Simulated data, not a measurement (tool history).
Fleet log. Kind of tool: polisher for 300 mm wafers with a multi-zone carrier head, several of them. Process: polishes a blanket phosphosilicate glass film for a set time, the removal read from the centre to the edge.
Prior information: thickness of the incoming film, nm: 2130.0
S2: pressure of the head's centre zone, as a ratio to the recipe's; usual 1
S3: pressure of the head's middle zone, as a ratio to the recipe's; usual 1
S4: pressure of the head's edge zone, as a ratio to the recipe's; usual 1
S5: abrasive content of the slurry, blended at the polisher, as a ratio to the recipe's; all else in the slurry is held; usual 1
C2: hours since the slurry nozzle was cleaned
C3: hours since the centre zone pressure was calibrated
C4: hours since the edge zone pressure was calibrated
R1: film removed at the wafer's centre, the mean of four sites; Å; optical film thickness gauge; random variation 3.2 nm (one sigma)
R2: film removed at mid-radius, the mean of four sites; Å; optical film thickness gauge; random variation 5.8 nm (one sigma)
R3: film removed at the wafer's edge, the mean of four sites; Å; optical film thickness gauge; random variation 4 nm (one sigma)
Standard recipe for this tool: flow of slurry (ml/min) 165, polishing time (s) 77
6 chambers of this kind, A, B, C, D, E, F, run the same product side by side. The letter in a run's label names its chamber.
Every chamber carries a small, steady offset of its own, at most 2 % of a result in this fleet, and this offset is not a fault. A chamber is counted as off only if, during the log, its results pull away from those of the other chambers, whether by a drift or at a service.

{"run": "1E", "hour": 5.3, "flow of slurry (ml/min)": 165, "S2": 1, "S3": 1, "S4": 1, "S5": 1, "polishing time (s)": 77, "wafers polished on this pad": 378, "C2": 274.3, "C3": 109.9, "C4": 256.4, "R1": 4717.1, "R2": 4740.2, "R3": 4787.3}
{"hour": 11.0, "done": "chamber F: centre zone pressure recalibrated"}
{"run": "2D", "hour": 11.4, "flow of slurry (ml/min)": 165, "S2": 1, "S3": 1, "S4": 1, "S5": 1, "polishing time (s)": 77, "wafers polished on this pad": 156, "C2": 275.7, "C3": 305.4, "C4": 257.2, "R1": 4768, "R2": 4926.3, "R3": 4768.6}
{"run": "3A", "hour": 15.9, "flow of slurry (ml/min)": 165, "S2": 1, "S3": 1, "S4": 1, "S5": 1, "polishing time (s)": 77, "wafers polished on this pad": 287, "C2": 218.6, "C3": 119.9, "C4": 433.5, "R1": 4753.3, "R2": 4725.6, "R3": 4754.5}
{"run": "4C", "hour": 23.6, "flow of slurry (ml/min)": 165, "S2": 1, "S3": 1, "S4": 1, "S5": 1, "polishing time (s)": 77, "wafers polished on this pad": 579, "C2": 76.3, "C3": 302.2, "C4": 88.4, "R1": 4810.3, "R2": 4694.8, "R3": 4807.3}
{"run": "5B", "hour": 28.8, "flow of slurry (ml/min)": 165, "S2": 1, "S3": 1, "S4": 1, "S5": 1, "polishing time (s)": 85, "wafers polished on this pad": 649, "C2": 71.3, "C3": 160.4, "C4": 234.9, "R1": 5300.7, "R2": 5171.6, "R3": 5246.8}
{"run": "6F", "hour": 32.9, "flow of slurry (ml/min)": 165, "S2": 1, "S3": 1, "S4": 1, "S5": 1, "polishing time (s)": 85, "wafers polished on this pad": 1123, "C2": 58.4, "C3": 21.9, "C4": 127.3, "R1": 5299.1, "R2": 5222.3, "R3": 5248.4}
{"run": "7A", "hour": 37.6, "flow of slurry (ml/min)": 165, "S2": 1, "S3": 1, "S4": 1, "S5": 1, "polishing time (s)": 85, "wafers polished on this pad": 413, "C2": 240.3, "C3": 141.6, "C4": 455.2, "R1": 5238.7, "R2": 5225.3, "R3": 5201.1}
{"run": "8B", "hour": 44.0, "flow of slurry (ml/min)": 165, "S2": 1, "S3": 1, "S4": 1, "S5": 1, "polishing time (s)": 85, "wafers polished on this pad": 738, "C2": 86.5, "C3": 175.6, "C4": 250.1, "R1": 5277.9, "R2": 5247.3, "R3": 5218.1}
{"run": "9E", "hour": 50.0, "flow of slurry (ml/min)": 165, "S2": 1, "S3": 1, "S4": 1, "S5": 1, "polishing time (s)": 85, "wafers polished on this pad": 639, "C2": 319, "C3": 154.6, "C4": 301.1, "R1": 5222.4, "R2": 5277.7, "R3": 5329.6}
{"run": "10C", "hour": 54.3, "flow of slurry (ml/min)": 165, "S2": 1, "S3": 1, "S4": 1, "S5": 1, "polishing time (s)": 85, "wafers polished on this pad": 758, "C2": 107, "C3": 332.9, "C4": 119.1, "R1": 5364.8, "R2": 5124, "R3": 5164.3}
{"run": "11D", "hour": 58.7, "flow of slurry (ml/min)": 165, "S2": 1, "S3": 1, "S4": 1, "S5": 1, "polishing time (s)": 77, "wafers polished on this pad": 431, "C2": 323, "C3": 352.7, "C4": 304.5, "R1": 4785.1, "R2": 4836, "R3": 4780.8}
{"run": "12F", "hour": 62.6, "flow of slurry (ml/min)": 165, "S2": 1, "S3": 1, "S4": 1, "S5": 1, "polishing time (s)": 77, "wafers polished on this pad": 1296, "C2": 88.1, "C3": 51.6, "C4": 157, "R1": 4869.9, "R2": 4737.2, "R3": 4788.5}
{"run": "13A", "hour": 67.5, "flow of slurry (ml/min)": 165, "S2": 1, "S3": 1, "S4": 1, "S5": 1, "polishing time (s)": 77, "wafers polished on this pad": 588, "C2": 270.2, "C3": 171.5, "C4": 485.1, "R1": 4773.6, "R2": 4758.2, "R3": 4747.3}
{"run": "14C", "hour": 73.4, "flow of slurry (ml/min)": 165, "S2": 1, "S3": 1, "S4": 1, "S5": 1, "polishing time (s)": 77, "wafers polished on this pad": 869, "C2": 126.1, "C3": 352, "C4": 138.2, "R1": 4807.6, "R2": 4770.1, "R3": 4664.5}
{"hour": 75.6, "done": "chamber F: worn pad replaced by a new one"}
{"run": "15D", "hour": 81.6, "flow of slurry (ml/min)": 165, "S2": 1, "S3": 1, "S4": 1, "S5": 0.8, "polishing time (s)": 77, "wafers polished on this pad": 565, "C2": 345.9, "C3": 375.6, "C4": 327.4, "R1": 4277.3, "R2": 4282, "R3": 4261.7}
{"run": "16F", "hour": 88.2, "flow of slurry (ml/min)": 165, "S2": 1, "S3": 1, "S4": 1, "S5": 0.8, "polishing time (s)": 77, "wafers polished on this pad": 73, "C2": 113.7, "C3": 77.2, "C4": 182.6, "R1": 4304.8, "R2": 4211.6, "R3": 4369.9}
{"run": "17E", "hour": 92.5, "flow of slurry (ml/min)": 165, "S2": 1, "S3": 1, "S4": 1, "S5": 0.8, "polishing time (s)": 77, "wafers polished on this pad": 886, "C2": 361.5, "C3": 197.1, "C4": 343.6, "R1": 4276.6, "R2": 4221.2, "R3": 4329.7}
{"hour": 96.2, "done": "chamber E: worn pad replaced by a new one"}
{"run": "18B", "hour": 98.9, "flow of slurry (ml/min)": 165, "S2": 1, "S3": 1, "S4": 1, "S5": 0.8, "polishing time (s)": 77, "wafers polished on this pad": 1057, "C2": 141.4, "C3": 230.5, "C4": 305, "R1": 4254.2, "R2": 4187, "R3": 4294.8}
{"run": "19D", "hour": 105.7, "flow of slurry (ml/min)": 165, "S2": 1, "S3": 1, "S4": 1, "S5": 0.8, "polishing time (s)": 77, "wafers polished on this pad": 705, "C2": 370, "C3": 399.7, "C4": 351.5, "R1": 4257.3, "R2": 4280.8, "R3": 4278.7}
{"run": "20C", "hour": 111.8, "flow of slurry (ml/min)": 165, "S2": 1, "S3": 1, "S4": 1, "S5": 0.8, "polishing time (s)": 77, "wafers polished on this pad": 1093, "C2": 164.5, "C3": 390.4, "C4": 176.6, "R1": 4302.5, "R2": 4161.6, "R3": 4158.5}
{"hour": 114.2, "done": "chamber C: worn pad replaced by a new one"}
{"run": "21E", "hour": 118.8, "flow of slurry (ml/min)": 165, "S2": 1, "S3": 1, "S4": 1, "S5": 1, "polishing time (s)": 77, "wafers polished on this pad": 131, "C2": 387.8, "C3": 223.4, "C4": 369.9, "R1": 4737.3, "R2": 4647.8, "R3": 4841.7}
{"run": "22A", "hour": 124.1, "flow of slurry (ml/min)": 165, "S2": 1, "S3": 1, "S4": 1, "S5": 1, "polishing time (s)": 77, "wafers polished on this pad": 917, "C2": 326.8, "C3": 228.1, "C4": 541.7, "R1": 4760.4, "R2": 4757.1, "R3": 4756}
{"run": "23F", "hour": 132.0, "flow of slurry (ml/min)": 165, "S2": 1, "S3": 1, "S4": 1.07, "S5": 1, "polishing time (s)": 101, "wafers polished on this pad": 329, "C2": 157.5, "C3": 121, "C4": 226.4, "R1": 6343.2, "R2": 6264.9, "R3": 6567.1}
{"run": "24B", "hour": 136.5, "flow of slurry (ml/min)": 165, "S2": 1, "S3": 1, "S4": 1.07, "S5": 1, "polishing time (s)": 101, "wafers polished on this pad": 1276, "C2": 179, "C3": 268.1, "C4": 342.6, "R1": 6274.8, "R2": 6212.3, "R3": 6397}
{"run": "25E", "hour": 142.4, "flow of slurry (ml/min)": 165, "S2": 1, "S3": 1, "S4": 1.07, "S5": 1, "polishing time (s)": 101, "wafers polished on this pad": 269, "C2": 411.4, "C3": 247, "C4": 393.5, "R1": 6135.3, "R2": 6243.4, "R3": 6502}
{"hour": 142.6, "done": "chamber C: centre zone pressure recalibrated"}
{"run": "26F", "hour": 149.5, "flow of slurry (ml/min)": 165, "S2": 1, "S3": 1, "S4": 1.07, "S5": 1, "polishing time (s)": 101, "wafers polished on this pad": 430, "C2": 175, "C3": 138.5, "C4": 243.9, "R1": 6356.5, "R2": 6191.9, "R3": 6510.8}
{"run": "27D", "hour": 156.9, "flow of slurry (ml/min)": 165, "S2": 1, "S3": 1, "S4": 1.07, "S5": 1, "polishing time (s)": 101, "wafers polished on this pad": 1003, "C2": 421.2, "C3": 450.9, "C4": 402.7, "R1": 6194.1, "R2": 6216.5, "R3": 6484.9}
{"hour": 159.9, "done": "chamber B: worn pad replaced by a new one"}
{"run": "28B", "hour": 163.6, "flow of slurry (ml/min)": 165, "S2": 1, "S3": 1, "S4": 1.07, "S5": 1, "polishing time (s)": 101, "wafers polished on this pad": 22, "C2": 206.1, "C3": 295.2, "C4": 369.7, "R1": 6281, "R2": 6147.2, "R3": 6491.1}
{"run": "29A", "hour": 171.6, "flow of slurry (ml/min)": 165, "S2": 1, "S3": 1, "S4": 1, "S5": 1, "polishing time (s)": 77, "wafers polished on this pad": 1194, "C2": 374.3, "C3": 275.6, "C4": 589.2, "R1": 4767.2, "R2": 4639.2, "R3": 4750.8}
{"run": "30C", "hour": 178.0, "flow of slurry (ml/min)": 165, "S2": 1, "S3": 1, "S4": 1, "S5": 1, "polishing time (s)": 77, "wafers polished on this pad": 371, "C2": 230.7, "C3": 35.5, "C4": 242.8, "R1": 4838.5, "R2": 4719.1, "R3": 4710.1}
{"run": "31E", "hour": 183.8, "flow of slurry (ml/min)": 165, "S2": 1, "S3": 1, "S4": 1, "S5": 1, "polishing time (s)": 77, "wafers polished on this pad": 510, "C2": 452.8, "C3": 288.4, "C4": 434.9, "R1": 4701.5, "R2": 4845.7, "R3": 4772.2}
{"run": "32A", "hour": 191.7, "flow of slurry (ml/min)": 165, "S2": 1, "S3": 1, "S4": 1, "S5": 1, "polishing time (s)": 77, "wafers polished on this pad": 1311, "C2": 394.4, "C3": 295.7, "C4": 609.3, "R1": 4773.5, "R2": 4711.2, "R3": 4809.6}
{"run": "33C", "hour": 199.8, "flow of slurry (ml/min)": 165, "S2": 1, "S3": 1, "S4": 1, "S5": 1, "polishing time (s)": 77, "wafers polished on this pad": 498, "C2": 252.5, "C3": 57.3, "C4": 264.6, "R1": 4854.4, "R2": 4703.2, "R3": 4718.6}
{"run": "34D", "hour": 203.7, "flow of slurry (ml/min)": 165, "S2": 1, "S3": 1, "S4": 1, "S5": 1, "polishing time (s)": 77, "wafers polished on this pad": 1276, "C2": 468, "C3": 497.7, "C4": 449.5, "R1": 4713.2, "R2": 4840.9, "R3": 4691.7}
{"run": "35B", "hour": 211.4, "flow of slurry (ml/min)": 165, "S2": 1, "S3": 1, "S4": 1, "S5": 1, "polishing time (s)": 77, "wafers polished on this pad": 300, "C2": 253.9, "C3": 343, "C4": 417.5, "R1": 4750.1, "R2": 4826, "R3": 4792.5}
{"run": "36F", "hour": 216.6, "flow of slurry (ml/min)": 165, "S2": 1, "S3": 1, "S4": 1, "S5": 1, "polishing time (s)": 77, "wafers polished on this pad": 821, "C2": 242.1, "C3": 205.6, "C4": 311, "R1": 4840.1, "R2": 4741.8, "R3": 4783.3}

The same settings go to every chamber for the next run, one line per chamber below. Forecast the results for each:
{"run": "37A", "hour": 222.5, "flow of slurry (ml/min)": 165, "S2": 0.91, "S3": 1, "S4": 1, "S5": 1, "polishing time (s)": 77, "R1": "?", "R2": "?", "R3": "?"}
{"run": "37B", "hour": 222.5, "flow of slurry (ml/min)": 165, "S2": 0.91, "S3": 1, "S4": 1, "S5": 1, "polishing time (s)": 77, "R1": "?", "R2": "?", "R3": "?"}
{"run": "37C", "hour": 222.5, "flow of slurry (ml/min)": 165, "S2": 0.91, "S3": 1, "S4": 1, "S5": 1, "polishing time (s)": 77, "R1": "?", "R2": "?", "R3": "?"}
{"run": "37D", "hour": 222.5, "flow of slurry (ml/min)": 165, "S2": 0.91, "S3": 1, "S4": 1, "S5": 1, "polishing time (s)": 77, "R1": "?", "R2": "?", "R3": "?"}
{"run": "37E", "hour": 222.5, "flow of slurry (ml/min)": 165, "S2": 0.91, "S3": 1, "S4": 1, "S5": 1, "polishing time (s)": 77, "R1": "?", "R2": "?", "R3": "?"}
{"run": "37F", "hour": 222.5, "flow of slurry (ml/min)": 165, "S2": 0.91, "S3": 1, "S4": 1, "S5": 1, "polishing time (s)": 77, "R1": "?", "R2": "?", "R3": "?"}

run=37A R1=4321 R2=4753 R3=4768.2
run=37B R1=4248.9 R2=4806.1 R3=4824.4
run=37C R1=4358.2 R2=4726.5 R3=4721.4
run=37D R1=4302.4 R2=4943.5 R3=4735.6
run=37E R1=4220.7 R2=4783.4 R3=4886.9
run=37F R1=4334.3 R2=4697.2 R3=4755.5
